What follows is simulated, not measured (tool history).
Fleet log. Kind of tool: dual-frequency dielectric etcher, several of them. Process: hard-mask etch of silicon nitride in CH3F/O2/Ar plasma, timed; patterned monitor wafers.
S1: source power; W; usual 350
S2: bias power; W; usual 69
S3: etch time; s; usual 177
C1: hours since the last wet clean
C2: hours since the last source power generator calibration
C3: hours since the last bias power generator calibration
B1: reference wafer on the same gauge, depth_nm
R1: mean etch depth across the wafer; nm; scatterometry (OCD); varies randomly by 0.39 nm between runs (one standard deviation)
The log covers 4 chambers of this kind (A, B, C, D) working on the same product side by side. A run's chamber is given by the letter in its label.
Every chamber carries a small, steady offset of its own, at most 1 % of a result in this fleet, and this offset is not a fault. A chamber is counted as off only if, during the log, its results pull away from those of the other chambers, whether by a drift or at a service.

run	day	S1	S2	S3	C1	C2	C3	B1	R1
1A	0.300	350	69	177	59.5	643.2	2257.3	124.03	115.72
2B	0.500	350	69	177	443.7	1285.7	3298.6	124.03	116.63
3C	0.738	350	69	177	483.7	247.5	3933.6	123.93	115.75
4D	0.950	350	69	177	378.3	3733.0	1069.1	123.97	116.54
5D	1.133	350	69	177	382.7	3737.4	1073.5	124.09	115.77
6A	1.392	390	58	177	85.7	669.4	2283.5	124.02	114.50
# day 1.554: chamber B: wet clean of the chamber
7C	1.588	390	58	177	504.1	267.9	3954.0	124.04	113.92
8B	1.796	390	58	177	5.8	1316.8	3329.7	123.98	114.72
9D	1.975	390	58	177	402.9	3757.6	1093.7	124.06	114.87
10C	2.217	350	69	177	519.2	283.0	3969.1	123.94	116.13
11B	2.354	400	55	177	19.2	1330.2	3343.1	124.05	112.33
12A	2.629	400	55	177	115.4	699.1	2313.2	123.92	113.93
13C	2.775	400	55	177	532.6	296.4	3982.5	124.01	113.46
14A	2.996	400	55	177	124.2	707.9	2322.0	124.00	113.57
15B	3.225	350	84	177	40.1	1351.1	3364.0	123.93	124.70
16D	3.471	350	84	177	438.8	3793.5	1129.6	123.92	125.99
17A	3.671	350	84	177	140.4	724.1	2338.2	123.98	124.27
18D	3.967	350	84	177	450.7	3805.4	1141.5	124.11	127.08
19C	4.188	420	69	177	566.5	330.3	4016.4	124.09	124.03
20B	4.458	420	69	177	69.7	1380.7	3393.6	124.00	123.78
21D	4.667	420	69	177	467.5	3822.2	1158.3	123.97	127.83
22C	4.871	420	69	177	582.9	346.7	4032.8	124.03	123.97
23B	5.058	350	69	177	84.1	1395.1	3408.0	123.98	116.02
24A	5.229	350	69	177	177.8	761.5	2375.6	124.10	115.87
25C	5.525	350	69	177	598.6	362.4	4048.5	124.01	116.34
26D	5.754	350	69	177	493.6	3848.3	1184.4	124.03	120.17
27A	5.900	350	69	177	193.9	777.6	2391.7	124.07	115.07
28B	6.096	390	69	177	109.0	1420.0	3432.9	124.00	121.38
29C	6.254	390	69	177	616.1	379.9	4066.0	123.94	120.61
30B	6.479	390	69	177	118.2	1429.2	3442.1	124.05	120.34
31A	6.712	390	69	177	213.4	797.1	2411.2	123.90	120.81
32D	6.921	350	69	177	521.6	3876.3	1212.4	124.01	121.11
33B	7.088	350	69	177	132.8	1443.8	3456.7	124.10	115.93
34C	7.304	410	84	177	641.3	405.1	4091.2	123.97	131.26
35D	7.450	410	84	177	534.3	3889.0	1225.1	123.98	138.61
36A	7.583	410	84	177	234.3	818.0	2432.1	124.06	131.69
37C	7.762	410	84	177	652.3	416.1	4102.2	124.03	131.49

Which is it: a chamber that has drifted or been left off by a service, a gauge drift common to all chambers, or only each chamber's usual small offset? If a chamber is off, name it and its likeliest cause.

Little by little, chamber D moves away from the other chambers.
Cause: etch rate over this chamber's usual, % = 4.6.

Below are 4 candidate recipes for chamber D's next run, each the usual settings with a change, their results shown as question marks. Which of them brings D's results back in line with what the other chambers give on the usual settings?
In line here means within this much of the mean the other chambers give on the usual settings: R1 1.40 nm
38D-1	7.983	350	79	177.0					?
38D-2	7.983	350	69	172.5					?
38D-3	7.983	350	69	181.0					?
38D-4	7.983	350	68	168.5					?

On the usual settings, the other chambers give on average: R1 115.89 nm
run	R1
38D-1	128.04
38D-2	118.95
38D-3	124.81
38D-4	115.60
38D-4 puts the chamber back in line with the other chambers.

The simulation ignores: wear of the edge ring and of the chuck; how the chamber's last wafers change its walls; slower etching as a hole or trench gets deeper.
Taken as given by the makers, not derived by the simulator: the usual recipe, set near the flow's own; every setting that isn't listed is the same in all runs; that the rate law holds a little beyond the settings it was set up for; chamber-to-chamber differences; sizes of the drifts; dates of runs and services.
